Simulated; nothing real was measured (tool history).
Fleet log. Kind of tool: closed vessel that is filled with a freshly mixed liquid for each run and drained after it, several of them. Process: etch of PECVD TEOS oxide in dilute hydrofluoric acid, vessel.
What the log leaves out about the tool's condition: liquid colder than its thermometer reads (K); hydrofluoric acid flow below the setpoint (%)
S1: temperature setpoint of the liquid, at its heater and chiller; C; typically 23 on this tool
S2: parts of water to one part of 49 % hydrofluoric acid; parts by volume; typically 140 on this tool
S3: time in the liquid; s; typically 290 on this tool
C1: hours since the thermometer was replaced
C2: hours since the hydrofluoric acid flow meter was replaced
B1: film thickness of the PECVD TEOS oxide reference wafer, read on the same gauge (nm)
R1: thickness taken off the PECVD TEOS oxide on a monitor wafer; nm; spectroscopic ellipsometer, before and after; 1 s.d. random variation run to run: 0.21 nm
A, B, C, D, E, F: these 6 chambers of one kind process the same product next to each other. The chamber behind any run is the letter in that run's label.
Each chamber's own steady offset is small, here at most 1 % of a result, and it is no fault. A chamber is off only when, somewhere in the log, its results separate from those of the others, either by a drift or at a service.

run   hour    S1   S2   S3      C1      C2      B1      R1
 1D     15    23  140  290    61.8     373   50.02  23.809
 2C   23.4    23  140  290   480.5  1025.9  49.971  23.416
 3B   34.6    23  140  290   212.9  1510.5  50.014  23.865
 4E   44.3    23  140  290  1437.8   510.1  49.971  24.251
 5A   56.7    23  140  290  2005.5  1185.5  49.971  23.995
 6F   68.3    23  140  290  1239.8   122.8  49.979  23.921
 7F   76.8    23  140  290  1248.3   131.3  50.006  23.662
 8B   87.6    23  140  290   265.9  1563.5  49.999  24.168
 9D  100.2    23  140  290     147   458.2  49.986  23.683
10A  109.8    23  140  290  2058.6  1238.6  49.951   24.45
11C  121.9    23  140  290     579  1124.4   49.99  23.401
12E  128.6    23  140  290  1522.1   594.4  49.987  23.856
13C  141.9    23  140  290     599  1144.4  50.014  23.922
14E  151.9    23  140  290  1545.4   617.7  50.028  24.392
15F  162.3    23  140  290  1333.8   216.8  50.011  24.198
16D  175.8    23  140  290   222.6   533.8  49.999  23.594
17B  182.3    23  140  290   360.6  1658.2  49.982   23.83
     195.2  -- chamber E: hydrofluoric acid flow meter replaced
18A  195.4    23  140  290  2144.2  1324.2  49.998  23.855
       203  -- chamber C: hydrofluoric acid flow meter replaced
19F  210.5    23  140  290    1382     265  49.966  24.025
20E  220.2    23  140  290  1613.7      25  49.986   23.69
21B  228.7    23  140  290     407  1704.6  49.962  23.648
22C    237    23  140  290   694.1    34.1   50.03    23.7
23D  248.8    23  140  290   295.6   606.8  49.999  23.638
24A  257.1    23  140  290  2205.9  1385.9  49.997  23.193
25D  263.7    23  140  290   310.5   621.7  50.029  24.112
26B  272.4    23  140  290   450.7  1748.3  49.941  24.095
27E  279.7    23  140  290  1673.2    84.5  49.989  24.005
28A  294.2    23  140  290    2243    1423  49.981  22.461
29F  305.6    23  140  290  1477.1   360.1  49.956  24.001
30C  319.1  26.5  140  160   776.2   116.2  49.972  14.956
31C  333.1  26.5  140  160   790.2   130.2   49.95  14.988
32B    341  26.5  140  160   519.3  1816.9  49.977  14.823
33E  350.4  26.5  140  160  1743.9   155.2  50.009  15.256
34F  358.7  26.5  140  160  1530.2   413.2  49.997  15.189
35D  366.5  26.5  140  160   413.3   724.5  49.968  15.235
36A  379.8    23  140  290  2328.6  1508.6  50.032  21.658
37E  393.3    23  140  290  1786.8   198.1  50.023  24.009
38F  400.4    23  140  290  1571.9   454.9  49.997  23.678
39B  407.6    23  140  290   585.9  1883.5  50.001  23.666

Is one chamber out of step, is the gauge drifting, or do the chambers differ by no more than their own small offsets? For an off chamber, give its letter and the likeliest cause.

One chamber, A, drifts off from the rest bit by bit.
Most likely cause: hydrofluoric acid flow below the setpoint (%) = 9.92.
It could be hard to tell apart here from: liquid colder than its thermometer reads (K).

Here are 4 candidates for chamber A's next run, each the usual settings with a change, their results left as question marks. Which one brings its results back in line with what the others give on the usual settings?
Allowed miss from the other chambers' usual-settings mean, per result, to count as in line: R1 0.72 nm
40A-1  418.5    23  140  240               ?
40A-2  418.5  23.5  140  345               ?
40A-3  418.5    23  135  310               ?
40A-4  418.5    23  145  270               ?

The other chambers' mean on the usual settings: R1 23.806 nm
  run      R1
40A-1  17.636
40A-2  25.833
40A-3  23.781
40A-4  19.031
Change 40A-3 lands the chamber within the allowed miss of the other chambers.

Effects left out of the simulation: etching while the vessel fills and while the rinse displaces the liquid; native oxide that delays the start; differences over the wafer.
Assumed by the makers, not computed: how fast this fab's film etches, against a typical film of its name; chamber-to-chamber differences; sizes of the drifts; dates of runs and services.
